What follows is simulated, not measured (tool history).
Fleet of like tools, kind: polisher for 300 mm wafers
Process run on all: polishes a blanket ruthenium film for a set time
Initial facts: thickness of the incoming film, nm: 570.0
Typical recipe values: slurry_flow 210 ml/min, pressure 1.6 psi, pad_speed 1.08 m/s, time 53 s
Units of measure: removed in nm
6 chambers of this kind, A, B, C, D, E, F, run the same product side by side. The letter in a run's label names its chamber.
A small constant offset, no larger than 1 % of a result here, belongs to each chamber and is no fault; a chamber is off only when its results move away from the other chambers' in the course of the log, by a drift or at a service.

{"hour": 5.1, "done": "chamber E: worn pad replaced by a new one"}
{"run": "1A", "hour": 7.9, "slurry_flow": 210, "pressure": 1.6, "pad_speed": 1.08, "time": 53, "removed": 55.21}
{"hour": 9.8, "done": "chamber C: worn pad replaced by a new one"}
{"hour": 12.0, "done": "chamber F: worn pad replaced by a new one"}
{"run": "2E", "hour": 17.1, "slurry_flow": 210, "pressure": 1.6, "pad_speed": 1.08, "time": 53, "removed": 55.266}
{"hour": 22.4, "done": "chamber D: worn pad replaced by a new one"}
{"run": "3F", "hour": 24.7, "slurry_flow": 210, "pressure": 1.6, "pad_speed": 1.08, "time": 53, "removed": 55.135}
{"run": "4B", "hour": 33.0, "slurry_flow": 210, "pressure": 1.6, "pad_speed": 1.08, "time": 53, "removed": 55.487}
{"run": "5C", "hour": 43.4, "slurry_flow": 210, "pressure": 1.6, "pad_speed": 1.08, "time": 53, "removed": 54.644}
{"hour": 44.2, "done": "chamber D: slurry nozzle cleaned"}
{"hour": 44.8, "done": "chamber B: worn pad replaced by a new one"}
{"run": "6D", "hour": 50.2, "slurry_flow": 210, "pressure": 1.6, "pad_speed": 1.08, "time": 53, "removed": 55.658}
{"hour": 52.3, "done": "chamber B: head pressure recalibrated"}
{"run": "7F", "hour": 58.6, "slurry_flow": 210, "pressure": 1.6, "pad_speed": 1.08, "time": 53, "removed": 55.128}
{"run": "8B", "hour": 64.2, "slurry_flow": 210, "pressure": 1.6, "pad_speed": 1.08, "time": 53, "removed": 56.182}
{"run": "9E", "hour": 74.9, "slurry_flow": 210, "pressure": 1.6, "pad_speed": 1.08, "time": 53, "removed": 55.496}
{"hour": 75.8, "done": "chamber F: worn pad replaced by a new one"}
{"hour": 78.7, "done": "chamber D: worn pad replaced by a new one"}
{"run": "10C", "hour": 84.9, "slurry_flow": 210, "pressure": 1.6, "pad_speed": 1.08, "time": 53, "removed": 56.072}
{"hour": 86.1, "done": "chamber E: worn pad replaced by a new one"}
{"run": "11A", "hour": 90.6, "slurry_flow": 210, "pressure": 1.6, "pad_speed": 1.08, "time": 53, "removed": 54.516}
{"hour": 92.0, "done": "chamber A: slurry nozzle cleaned"}
{"hour": 92.7, "done": "chamber C: head pressure recalibrated"}
{"run": "12D", "hour": 100.8, "slurry_flow": 175, "pressure": 1.6, "pad_speed": 1.08, "time": 53, "removed": 52.756}
{"run": "13B", "hour": 107.4, "slurry_flow": 175, "pressure": 1.6, "pad_speed": 1.08, "time": 53, "removed": 54.386}
{"run": "14F", "hour": 113.6, "slurry_flow": 175, "pressure": 1.6, "pad_speed": 1.08, "time": 53, "removed": 53.797}
{"hour": 119.3, "done": "chamber C: worn pad replaced by a new one"}
{"run": "15A", "hour": 119.5, "slurry_flow": 175, "pressure": 1.6, "pad_speed": 1.08, "time": 53, "removed": 53.38}
{"hour": 121.1, "done": "chamber A: worn pad replaced by a new one"}
{"run": "16E", "hour": 124.7, "slurry_flow": 175, "pressure": 1.6, "pad_speed": 1.08, "time": 53, "removed": 54.115}
{"run": "17D", "hour": 130.8, "slurry_flow": 175, "pressure": 1.6, "pad_speed": 1.08, "time": 53, "removed": 53.57}
{"run": "18C", "hour": 137.3, "slurry_flow": 210, "pressure": 1.6, "pad_speed": 1.08, "time": 53, "removed": 54.773}
{"hour": 138.9, "done": "chamber F: worn pad replaced by a new one"}
{"hour": 139.3, "done": "chamber E: head pressure recalibrated"}
{"hour": 144.9, "done": "chamber D: worn pad replaced by a new one"}
{"run": "19C", "hour": 145.3, "slurry_flow": 210, "pressure": 1.6, "pad_speed": 1.08, "time": 53, "removed": 55.971}
{"run": "20A", "hour": 154.2, "slurry_flow": 210, "pressure": 1.6, "pad_speed": 1.08, "time": 53, "removed": 54.928}
{"hour": 159.8, "done": "chamber B: worn pad replaced by a new one"}
{"hour": 164.0, "done": "chamber E: worn pad replaced by a new one"}
{"run": "21B", "hour": 164.4, "slurry_flow": 210, "pressure": 1.6, "pad_speed": 1.08, "time": 53, "removed": 55.589}
{"run": "22F", "hour": 172.9, "slurry_flow": 210, "pressure": 1.6, "pad_speed": 1.08, "time": 53, "removed": 54.564}
{"run": "23E", "hour": 180.5, "slurry_flow": 210, "pressure": 1.6, "pad_speed": 1.08, "time": 53, "removed": 55.912}
{"run": "24D", "hour": 186.0, "slurry_flow": 210, "pressure": 1.6, "pad_speed": 1.08, "time": 53, "removed": 55.123}
{"run": "25F", "hour": 191.4, "slurry_flow": 210, "pressure": 1.6, "pad_speed": 0.92, "time": 53, "removed": 46.326}
{"run": "26C", "hour": 197.2, "slurry_flow": 210, "pressure": 1.6, "pad_speed": 0.92, "time": 53, "removed": 46.867}
{"hour": 202.5, "done": "chamber F: worn pad replaced by a new one"}
{"run": "27B", "hour": 206.6, "slurry_flow": 210, "pressure": 1.6, "pad_speed": 0.92, "time": 53, "removed": 47.837}
{"hour": 208.1, "done": "chamber D: worn pad replaced by a new one"}
{"run": "28D", "hour": 213.5, "slurry_flow": 210, "pressure": 1.6, "pad_speed": 0.92, "time": 53, "removed": 47.384}
{"hour": 221.4, "done": "chamber A: worn pad replaced by a new one"}
{"run": "29E", "hour": 221.5, "slurry_flow": 210, "pressure": 1.6, "pad_speed": 0.92, "time": 53, "removed": 48.183}
{"hour": 231.4, "done": "chamber C: worn pad replaced by a new one"}
{"run": "30A", "hour": 231.4, "slurry_flow": 210, "pressure": 1.6, "pad_speed": 0.92, "time": 53, "removed": 46.852}
{"hour": 238.4, "done": "chamber E: worn pad replaced by a new one"}
{"run": "31D", "hour": 239.7, "slurry_flow": 210, "pressure": 1.6, "pad_speed": 1.08, "time": 53, "removed": 54.57}
{"run": "32F", "hour": 245.7, "slurry_flow": 210, "pressure": 1.6, "pad_speed": 1.08, "time": 53, "removed": 54.597}
{"run": "33C", "hour": 252.4, "slurry_flow": 210, "pressure": 1.6, "pad_speed": 1.08, "time": 53, "removed": 55.281}
{"hour": 256.4, "done": "chamber B: worn pad replaced by a new one"}
{"run": "34A", "hour": 258.7, "slurry_flow": 210, "pressure": 1.6, "pad_speed": 1.08, "time": 53, "removed": 55.172}
{"run": "35B", "hour": 268.9, "slurry_flow": 210, "pressure": 1.6, "pad_speed": 1.08, "time": 53, "removed": 56.063}
{"run": "36E", "hour": 278.3, "slurry_flow": 210, "pressure": 1.6, "pad_speed": 1.08, "time": 53, "removed": 55.852}

The same settings go to every chamber for the next run, one line per chamber below. Forecast the results for each:
{"run": "37A", "hour": 286.2, "slurry_flow": 210, "pressure": 1.6, "pad_speed": 1.08, "time": 53, "removed": "?"}
{"run": "37B", "hour": 286.2, "slurry_flow": 210, "pressure": 1.6, "pad_speed": 1.08, "time": 53, "removed": "?"}
{"run": "37C", "hour": 286.2, "slurry_flow": 210, "pressure": 1.6, "pad_speed": 1.08, "time": 53, "removed": "?"}
{"run": "37D", "hour": 286.2, "slurry_flow": 210, "pressure": 1.6, "pad_speed": 1.08, "time": 53, "removed": "?"}
{"run": "37E", "hour": 286.2, "slurry_flow": 210, "pressure": 1.6, "pad_speed": 1.08, "time": 53, "removed": "?"}
{"run": "37F", "hour": 286.2, "slurry_flow": 210, "pressure": 1.6, "pad_speed": 1.08, "time": 53, "removed": "?"}

run=37A removed=54.601
run=37B removed=55.645
run=37C removed=53.698
run=37D removed=54.857
run=37E removed=54.354
run=37F removed=55.084

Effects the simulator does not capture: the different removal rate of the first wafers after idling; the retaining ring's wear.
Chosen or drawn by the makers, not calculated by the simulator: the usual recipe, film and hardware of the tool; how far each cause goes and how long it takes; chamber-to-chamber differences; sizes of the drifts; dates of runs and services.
